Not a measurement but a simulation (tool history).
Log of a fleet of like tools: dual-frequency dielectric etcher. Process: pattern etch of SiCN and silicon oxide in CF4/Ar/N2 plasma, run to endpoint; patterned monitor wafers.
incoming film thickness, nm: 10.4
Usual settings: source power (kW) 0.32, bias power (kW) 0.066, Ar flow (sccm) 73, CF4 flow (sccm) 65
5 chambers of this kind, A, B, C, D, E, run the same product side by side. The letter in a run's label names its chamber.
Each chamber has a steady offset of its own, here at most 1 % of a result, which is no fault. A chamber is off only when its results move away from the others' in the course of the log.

| run | hour | source power (kW) | bias power (kW) | Ar flow (sccm) | CF4 flow (sccm) | hours since the last wet clean | hours since the last source power generator calibration | hours since the last bias power generator calibration | hours since the last Ar flow controller change | hours since the last CF4 flow controller change | endpoint time (s) |
|---|---|---|---|---|---|---|---|---|---|---|---|
| 1C | 13.1 | 0.32 | 0.066 | 73 | 65 | 214.7 | 411.9 | 31.3 | 3515.2 | 2472.4 | 16.386 |
| 2A | 27.8 | 0.32 | 0.066 | 73 | 65 | 361.9 | 1987.4 | 3529.8 | 5887.2 | 2661 | 16.244 |
| 3E | 35.5 | 0.32 | 0.066 | 73 | 65 | 303.8 | 2035 | 3541.2 | 3026 | 2938.4 | 16.213 |
| 4D | 45.8 | 0.32 | 0.066 | 73 | 65 | 99.8 | 966.8 | 855.9 | 903.3 | 179.8 | 16.391 |
| 5B | 59.3 | 0.32 | 0.066 | 73 | 65 | 146.7 | 979.4 | 2678.1 | 3424 | 3959.3 | 16.227 |
| 6C | 74.4 | 0.35 | 0.051 | 73 | 65 | 276 | 473.2 | 92.6 | 3576.5 | 2533.7 | 16.35 |
| 7B | 86.4 | 0.35 | 0.051 | 73 | 65 | 173.8 | 1006.5 | 2705.2 | 3451.1 | 3986.4 | 16.258 |
|  | 93.7 | chamber B: bias power generator calibrated |
| 8D | 99.7 | 0.35 | 0.051 | 73 | 65 | 153.7 | 1020.7 | 909.8 | 957.2 | 233.7 | 16.308 |
| 9A | 112.9 | 0.35 | 0.051 | 73 | 65 | 447 | 2072.5 | 3614.9 | 5972.3 | 2746.1 | 16.33 |
| 10E | 126.5 | 0.35 | 0.051 | 73 | 65 | 394.8 | 2126 | 3632.2 | 3117 | 3029.4 | 16.166 |
| 11C | 133.5 | 0.32 | 0.066 | 73 | 65 | 335.1 | 532.3 | 151.7 | 3635.6 | 2592.8 | 16.32 |
|  | 140.3 | chamber A: wet clean of the chamber |
| 12A | 145.2 | 0.32 | 0.066 | 65 | 65 | 5 | 2104.8 | 3647.2 | 6004.6 | 2778.4 | 15.964 |
|  | 156 | chamber E: Ar flow controller replaced |
| 13D | 158.2 | 0.32 | 0.066 | 65 | 65 | 212.2 | 1079.2 | 968.3 | 1015.7 | 292.2 | 16.088 |
| 14B | 167.4 | 0.32 | 0.066 | 65 | 65 | 254.8 | 1087.5 | 73.7 | 3532.1 | 4067.4 | 15.931 |
| 15E | 180.3 | 0.32 | 0.066 | 65 | 65 | 448.6 | 2179.8 | 3686 | 24.3 | 3083.2 | 15.944 |
| 16C | 188.4 | 0.32 | 0.066 | 65 | 65 | 390 | 587.2 | 206.6 | 3690.5 | 2647.7 | 16.023 |
| 17D | 203.7 | 0.32 | 0.066 | 73 | 65 | 257.7 | 1124.7 | 1013.8 | 1061.2 | 337.7 | 16.196 |
| 18B | 219 | 0.32 | 0.066 | 73 | 65 | 306.4 | 1139.1 | 125.3 | 3583.7 | 4119 | 16.232 |
| 19A | 226.6 | 0.32 | 0.066 | 73 | 65 | 86.4 | 2186.2 | 3728.6 | 6086 | 2859.8 | 16.267 |
|  | 238.7 | chamber E: source power generator calibrated |
| 20E | 239 | 0.32 | 0.066 | 73 | 65 | 507.3 | 0.4 | 3744.7 | 83 | 3141.9 | 15.796 |
| 21B | 247.4 | 0.32 | 0.066 | 73 | 65 | 334.8 | 1167.5 | 153.7 | 3612.1 | 4147.4 | 16.243 |
| 22A | 262.7 | 0.32 | 0.066 | 73 | 65 | 122.5 | 2222.3 | 3764.7 | 6122.1 | 2895.9 | 16.248 |
| 23D | 270.7 | 0.32 | 0.066 | 73 | 65 | 324.7 | 1191.7 | 1080.8 | 1128.2 | 404.7 | 16.21 |
| 24E | 286.6 | 0.32 | 0.074 | 73 | 65 | 554.9 | 48 | 3792.3 | 130.6 | 3189.5 | 15.144 |
|  | 289.2 | chamber E: wet clean of the chamber |
| 25C | 294.2 | 0.32 | 0.074 | 73 | 65 | 495.8 | 693 | 312.4 | 3796.3 | 2753.5 | 15.728 |
|  | 304.7 | chamber A: Ar flow controller replaced |
| 26E | 307.3 | 0.32 | 0.074 | 73 | 65 | 18.1 | 68.7 | 3813 | 151.3 | 3210.2 | 15.223 |
|  | 307.7 | chamber C: wet clean of the chamber |
| 27C | 323.2 | 0.32 | 0.074 | 73 | 65 | 15.5 | 722 | 341.4 | 3825.3 | 2782.5 | 15.633 |
| 28A | 337.7 | 0.32 | 0.074 | 73 | 65 | 197.5 | 2297.3 | 3839.7 | 33 | 2970.9 | 15.733 |
| 29B | 351.3 | 0.32 | 0.066 | 73 | 65 | 438.7 | 1271.4 | 257.6 | 3716 | 4251.3 | 16.191 |
|  | 359.2 | chamber E: CF4 flow controller replaced |
| 30D | 363.8 | 0.32 | 0.066 | 73 | 65 | 417.8 | 1284.8 | 1173.9 | 1221.3 | 497.8 | 16.285 |
| 31A | 374.1 | 0.32 | 0.066 | 73 | 65 | 233.9 | 2333.7 | 3876.1 | 69.4 | 3007.3 | 16.332 |
|  | 382.2 | chamber B: wet clean of the chamber |
| 32B | 385.5 | 0.32 | 0.066 | 73 | 65 | 3.3 | 1305.6 | 291.8 | 3750.2 | 4285.5 | 16.183 |
| 33D | 399.8 | 0.26 | 0.066 | 73 | 65 | 453.8 | 1320.8 | 1209.9 | 1257.3 | 533.8 | 19.586 |
| 34C | 410.3 | 0.26 | 0.066 | 73 | 65 | 102.6 | 809.1 | 428.5 | 3912.4 | 2869.6 | 19.545 |
| 35E | 420.2 | 0.26 | 0.066 | 73 | 65 | 131 | 181.6 | 3925.9 | 264.2 | 61.1 | 18.944 |
| 36D | 427.4 | 0.26 | 0.066 | 73 | 65 | 481.4 | 1348.4 | 1237.5 | 1284.9 | 561.4 | 19.621 |

Is one chamber off against the others, does the gauge drift, or is nothing wrong? If a chamber is off, say which, and what the likeliest cause is.

A service left chamber E off against the others.
Cause: source power that arrives over what is set, % = 2.66.

Here are 4 candidates for chamber E's next run, each the usual settings with a change, their results left as question marks. Which one brings its results back in line with what the others give on the usual settings?
In line means no further than this from the other chambers' mean on the usual settings: endpoint time (s) 0.21
| 37E-1 | 439.1 | 0.32 | 0.066 | 75 | 63 |  |  |  |  |  | ? |
| 37E-2 | 439.1 | 0.32 | 0.068 | 73 | 65 |  |  |  |  |  | ? |
| 37E-3 | 439.1 | 0.33 | 0.067 | 73 | 65 |  |  |  |  |  | ? |
| 37E-4 | 439.1 | 0.32 | 0.066 | 73 | 50 |  |  |  |  |  | ? |

The other chambers' mean on the usual settings: endpoint time (s) 16.268
| run | endpoint time (s) |
|---|---|
| 37E-1 | 15.88 |
| 37E-2 | 15.602 |
| 37E-3 | 15.254 |
| 37E-4 | 16.353 |
37E-4 brings the chamber back in line.

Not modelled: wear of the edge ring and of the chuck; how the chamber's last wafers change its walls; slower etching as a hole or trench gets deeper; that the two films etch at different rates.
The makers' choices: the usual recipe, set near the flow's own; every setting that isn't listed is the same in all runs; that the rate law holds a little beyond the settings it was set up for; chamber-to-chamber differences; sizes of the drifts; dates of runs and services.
